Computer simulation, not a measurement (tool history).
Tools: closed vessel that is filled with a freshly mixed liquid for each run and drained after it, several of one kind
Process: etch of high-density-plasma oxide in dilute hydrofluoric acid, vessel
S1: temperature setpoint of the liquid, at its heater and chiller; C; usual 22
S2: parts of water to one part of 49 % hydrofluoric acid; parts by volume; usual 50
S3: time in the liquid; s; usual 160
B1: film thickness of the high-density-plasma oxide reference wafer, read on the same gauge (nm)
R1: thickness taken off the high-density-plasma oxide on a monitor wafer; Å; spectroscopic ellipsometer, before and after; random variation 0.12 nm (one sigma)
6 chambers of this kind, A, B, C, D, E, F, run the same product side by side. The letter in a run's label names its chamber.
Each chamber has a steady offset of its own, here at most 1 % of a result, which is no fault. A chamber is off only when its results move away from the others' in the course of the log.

Run 1B, hour 4.0: usual settings; B1 139.97. Result: R1 172.33 Å.
Run 2F, hour 7.6: usual settings; B1 139.99. Result: R1 169.32 Å.
Run 3E, hour 11.5: usual settings; B1 140.01. Result: R1 171.30 Å.
Run 4D, hour 15.9: usual settings; B1 139.99. Result: R1 172.13 Å.
At hour 18.0: chamber A: hydrofluoric acid flow meter replaced.
Run 5C, hour 21.5: usual settings but S3 205 s; B1 139.99. Result: R1 219.49 Å.
Run 6A, hour 25.0: usual settings but S3 205 s; B1 140.01. Result: R1 219.94 Å.
Run 7E, hour 28.4: usual settings but S3 205 s; B1 140.00. Result: R1 222.04 Å.
Run 8F, hour 31.4: usual settings but S3 205 s; B1 140.01. Result: R1 218.29 Å.
Run 9C, hour 35.8: usual settings but S3 205 s; B1 140.00. Result: R1 218.65 Å.
Run 10D, hour 38.8: usual settings but S3 205 s; B1 140.00. Result: R1 218.16 Å.
Run 11B, hour 44.6: usual settings; B1 140.01. Result: R1 173.17 Å.
Run 12A, hour 47.6: usual settings but S1 24 C, S3 115 s; B1 140.02. Result: R1 133.77 Å.
Run 13B, hour 52.2: usual settings but S1 24 C, S3 115 s; B1 139.99. Result: R1 134.75 Å.
Run 14C, hour 55.3: usual settings but S1 24 C, S3 115 s; B1 140.00. Result: R1 132.78 Å.
Run 15D, hour 60.3: usual settings but S1 24 C, S3 115 s; B1 140.00. Result: R1 134.32 Å.
Run 16A, hour 64.2: usual settings but S1 24 C, S3 115 s; B1 139.99. Result: R1 132.17 Å.
Run 17F, hour 69.4: usual settings but S1 24 C, S3 115 s; B1 140.00. Result: R1 136.61 Å.
Run 18E, hour 73.8: usual settings; B1 140.01. Result: R1 170.89 Å.
Run 19B, hour 76.6: usual settings; B1 139.98. Result: R1 171.98 Å.
Run 20E, hour 80.0: usual settings; B1 139.99. Result: R1 171.35 Å.
Run 21A, hour 84.3: usual settings; B1 140.02. Result: R1 170.00 Å.
Run 22D, hour 88.6: usual settings; B1 140.01. Result: R1 172.05 Å.
Run 23F, hour 92.6: usual settings; B1 140.01. Result: R1 178.67 Å.
Run 24C, hour 96.6: usual settings but S1 25 C; B1 139.99. Result: R1 192.85 Å.
At hour 99.8: chamber D: hydrofluoric acid flow meter replaced.
Run 25A, hour 102.3: usual settings but S1 25 C; B1 140.00. Result: R1 193.74 Å.
Run 26C, hour 106.3: usual settings but S1 25 C; B1 140.00. Result: R1 192.19 Å.
Run 27D, hour 109.6: usual settings but S1 25 C; B1 139.99. Result: R1 194.53 Å.
At hour 113.1: chamber E: hydrofluoric acid flow meter replaced.
Run 28E, hour 115.2: usual settings but S1 25 C; B1 140.01. Result: R1 196.08 Å.
Run 29F, hour 119.7: usual settings but S1 25 C; B1 140.01. Result: R1 202.17 Å.
Run 30B, hour 124.7: usual settings; B1 140.00. Result: R1 171.78 Å.
Run 31B, hour 128.0: usual settings; B1 139.98. Result: R1 173.42 Å.
Run 32E, hour 132.0: usual settings; B1 140.01. Result: R1 171.68 Å.
Run 33D, hour 136.5: usual settings; B1 140.02. Result: R1 172.55 Å.
Run 34C, hour 140.4: usual settings; B1 140.00. Result: R1 170.31 Å.
Run 35A, hour 146.2: usual settings; B1 140.00. Result: R1 171.54 Å.
Run 36F, hour 149.0: usual settings; B1 139.99. Result: R1 186.67 Å.
Run 37B, hour 152.3: usual settings; B1 140.00. Result: R1 168.54 Å.
Run 38D, hour 155.3: usual settings; B1 140.00. Result: R1 172.22 Å.
Run 39F, hour 158.8: usual settings; B1 139.99. Result: R1 186.55 Å.
Run 40E, hour 164.4: usual settings; B1 140.00. Result: R1 172.47 Å.
Run 41C, hour 167.2: usual settings but S2 30 parts by volume, S3 220 s; B1 140.00. Result: R1 410.42 Å.
Run 42A, hour 170.4: usual settings but S2 30 parts by volume, S3 220 s; B1 140.00. Result: R1 396.44 Å.
Run 43F, hour 175.6: usual settings but S2 30 parts by volume, S3 220 s; B1 140.00. Result: R1 446.17 Å.
Run 44D, hour 179.1: usual settings but S2 30 parts by volume, S3 220 s; B1 139.98. Result: R1 406.35 Å.

All 6 chambers run these settings next. Forecast each chamber's results:
Run 45A, hour 183.4: usual settings. Result: R1 ?.
Run 45B, hour 183.4: usual settings. Result: R1 ?.
Run 45C, hour 183.4: usual settings. Result: R1 ?.
Run 45D, hour 183.4: usual settings. Result: R1 ?.
Run 45E, hour 183.4: usual settings. Result: R1 ?.
Run 45F, hour 183.4: usual settings. Result: R1 ?.

run      R1
45A  169.83
45B  172.64
45C  168.08
45D  172.98
45E  171.49
45F  189.02
